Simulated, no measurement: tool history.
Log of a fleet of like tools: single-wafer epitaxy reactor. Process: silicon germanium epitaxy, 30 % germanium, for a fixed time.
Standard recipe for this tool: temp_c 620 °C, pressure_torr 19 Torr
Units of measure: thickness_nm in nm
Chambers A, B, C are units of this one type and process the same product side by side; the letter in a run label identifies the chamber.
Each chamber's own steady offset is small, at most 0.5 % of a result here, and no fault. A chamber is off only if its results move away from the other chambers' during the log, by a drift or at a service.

run	hour	temp_c	pressure_torr	read-back reference wafer on the same gauge, thickness_nm	thickness_nm
1B	7.9	620	19	92.017	82.553
2A	15.5	620	19	91.986	82.178
3C	28.5	620	19	92.024	82.61
4C	37.9	620	19	92.044	82.482
5A	53.3	620	14.6	92.068	74.023
6B	68.5	620	14.6	92.095	74.596
7A	78.1	620	14.6	92.137	74.209
8C	88.4	620	19	92.144	82.723
# hour 93.8: chamber B: capacitance manometer re-zeroed and calibrated
9B	101.6	609	17	92.15	65.324
10B	115	609	17	92.125	65.258
11A	125	609	17	92.185	64.987
12C	132	627	19	92.154	93.292
13B	138.9	627	19	92.195	93.457
14C	149.2	627	19	92.191	93.182
15A	160.4	620	19	92.235	82.46
16A	168.4	620	19	92.216	82.554
17C	177.5	620	19	92.258	82.586
18B	185.6	620	19	92.266	83
19A	193.9	620	19	92.252	82.509
20C	207.8	620	19	92.274	82.863
21B	217.5	620	19	92.313	82.79
22A	231.1	620	19	92.292	82.718
# hour 241.2: chamber A: capacitance manometer re-zeroed and calibrated
23B	245.1	620	19	92.311	83.018
24C	258.5	620	19	92.336	82.902
25C	266.6	615	21.1	92.366	79.226
26B	281.3	615	21.1	92.362	79.295
27A	295.6	615	21.1	92.387	78.857
28B	307.7	620	19	92.432	83.076
29A	318.7	620	19	92.406	82.61
30C	328.5	620	19	92.454	82.931

Read the log: is a single chamber off, either drifting away or since a service, is the gauge that measures every chamber drifting, or is nothing wrong beyond small per-chamber offsets? Name any odd chamber and what most likely caused it.

It is the gauge, not a chamber: its drift shows up in every chamber's results at once, and no chamber is off.
What lies behind it: gauge reads high (%) = 0.486.
